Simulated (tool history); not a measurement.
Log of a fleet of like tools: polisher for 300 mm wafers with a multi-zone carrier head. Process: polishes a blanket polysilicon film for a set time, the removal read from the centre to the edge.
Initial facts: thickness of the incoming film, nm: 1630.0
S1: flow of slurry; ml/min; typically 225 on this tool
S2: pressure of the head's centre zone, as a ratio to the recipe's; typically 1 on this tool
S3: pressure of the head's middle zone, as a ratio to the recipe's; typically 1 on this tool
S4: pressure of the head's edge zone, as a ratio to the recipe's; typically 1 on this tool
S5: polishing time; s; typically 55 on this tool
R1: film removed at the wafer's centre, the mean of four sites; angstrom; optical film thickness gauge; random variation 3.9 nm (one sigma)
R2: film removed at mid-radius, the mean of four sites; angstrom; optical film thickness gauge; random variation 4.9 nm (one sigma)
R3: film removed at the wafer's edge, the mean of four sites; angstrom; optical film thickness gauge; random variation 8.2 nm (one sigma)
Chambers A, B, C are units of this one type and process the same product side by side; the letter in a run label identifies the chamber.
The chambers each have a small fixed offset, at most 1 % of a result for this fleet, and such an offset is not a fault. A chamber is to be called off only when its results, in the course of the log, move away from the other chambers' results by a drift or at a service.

{"run": "1C", "hour": 9.5, "S1": 225, "S2": 1, "S3": 1, "S4": 1, "S5": 55, "R1": 5684.8, "R2": 5652.9, "R3": 5795.6}
{"run": "2A", "hour": 15.7, "S1": 225, "S2": 1, "S3": 1, "S4": 1, "S5": 55, "R1": 5662.2, "R2": 5734.5, "R3": 5765.7}
{"hour": 17.9, "done": "chamber B: worn pad replaced by a new one"}
{"hour": 19.7, "done": "chamber B: edge zone pressure recalibrated"}
{"run": "3B", "hour": 26.7, "S1": 225, "S2": 1, "S3": 1, "S4": 1, "S5": 55, "R1": 5762.5, "R2": 5794.6, "R3": 5535.7}
{"run": "4A", "hour": 35.6, "S1": 225, "S2": 1, "S3": 1, "S4": 1, "S5": 55, "R1": 5702.7, "R2": 5749.3, "R3": 5844.1}
{"hour": 42.3, "done": "chamber C: worn pad replaced by a new one"}
{"run": "5C", "hour": 45.2, "S1": 225, "S2": 0.95, "S3": 1, "S4": 1, "S5": 55, "R1": 5373.2, "R2": 5716.9, "R3": 5687.4}
{"run": "6B", "hour": 51.5, "S1": 225, "S2": 0.95, "S3": 1, "S4": 1, "S5": 55, "R1": 5402.6, "R2": 5721.4, "R3": 5646.2}
{"hour": 53.0, "done": "chamber A: worn pad replaced by a new one"}
{"run": "7C", "hour": 60.9, "S1": 225, "S2": 0.95, "S3": 1, "S4": 1, "S5": 55, "R1": 5411.3, "R2": 5775.1, "R3": 5741.4}
{"run": "8A", "hour": 69.4, "S1": 225, "S2": 1, "S3": 1, "S4": 1, "S5": 55, "R1": 5766.3, "R2": 5740.6, "R3": 5737.2}
{"run": "9B", "hour": 80.0, "S1": 225, "S2": 1, "S3": 1, "S4": 1, "S5": 55, "R1": 5834.1, "R2": 5684.7, "R3": 5623.4}
{"run": "10C", "hour": 87.3, "S1": 170, "S2": 1, "S3": 1, "S4": 1, "S5": 55, "R1": 5380.3, "R2": 5401.4, "R3": 5505.5}
{"hour": 93.6, "done": "chamber B: worn pad replaced by a new one"}
{"run": "11B", "hour": 97.8, "S1": 170, "S2": 1, "S3": 1, "S4": 1, "S5": 55, "R1": 5418.5, "R2": 5488.2, "R3": 5463.5}
{"run": "12A", "hour": 106.1, "S1": 170, "S2": 1, "S3": 1, "S4": 1, "S5": 55, "R1": 5442.9, "R2": 5427.4, "R3": 5441.3}
{"run": "13C", "hour": 115.8, "S1": 225, "S2": 1, "S3": 1, "S4": 1, "S5": 55, "R1": 5684.2, "R2": 5670.5, "R3": 5552.9}
{"run": "14A", "hour": 121.3, "S1": 225, "S2": 1, "S3": 1, "S4": 1, "S5": 55, "R1": 5707.9, "R2": 5699.8, "R3": 5778.9}
{"run": "15B", "hour": 126.4, "S1": 170, "S2": 1, "S3": 1, "S4": 1, "S5": 55, "R1": 5513.1, "R2": 5595.9, "R3": 5492.5}
{"run": "16C", "hour": 133.0, "S1": 170, "S2": 1, "S3": 1, "S4": 1, "S5": 55, "R1": 5387.7, "R2": 5457.3, "R3": 5510.8}
{"hour": 135.1, "done": "chamber A: worn pad replaced by a new one"}
{"run": "17B", "hour": 141.3, "S1": 170, "S2": 1, "S3": 1, "S4": 1, "S5": 55, "R1": 5552.2, "R2": 5535.9, "R3": 5528.1}
{"hour": 144.8, "done": "chamber C: worn pad replaced by a new one"}
{"run": "18A", "hour": 151.4, "S1": 225, "S2": 1, "S3": 1, "S4": 1, "S5": 55, "R1": 5644.7, "R2": 5735.2, "R3": 5777.5}
{"run": "19C", "hour": 157.2, "S1": 225, "S2": 1, "S3": 1, "S4": 1, "S5": 55, "R1": 5717.2, "R2": 5637.9, "R3": 5869.7}
{"run": "20A", "hour": 162.3, "S1": 225, "S2": 1, "S3": 1, "S4": 1, "S5": 55, "R1": 5748.5, "R2": 5583.2, "R3": 5629.9}
{"hour": 162.8, "done": "chamber B: worn pad replaced by a new one"}
{"run": "21B", "hour": 172.7, "S1": 225, "S2": 1, "S3": 1, "S4": 1, "S5": 55, "R1": 5764.3, "R2": 5794.1, "R3": 5745.1}

Decide between three cases: one chamber stands off from its peers, the gauge reading all wafers drifts, or nothing is wrong past each chamber's small offset. Where a chamber is off, say which and what most likely put it there.

No chamber stands off beyond its own small offset, and the gauge holds steady.

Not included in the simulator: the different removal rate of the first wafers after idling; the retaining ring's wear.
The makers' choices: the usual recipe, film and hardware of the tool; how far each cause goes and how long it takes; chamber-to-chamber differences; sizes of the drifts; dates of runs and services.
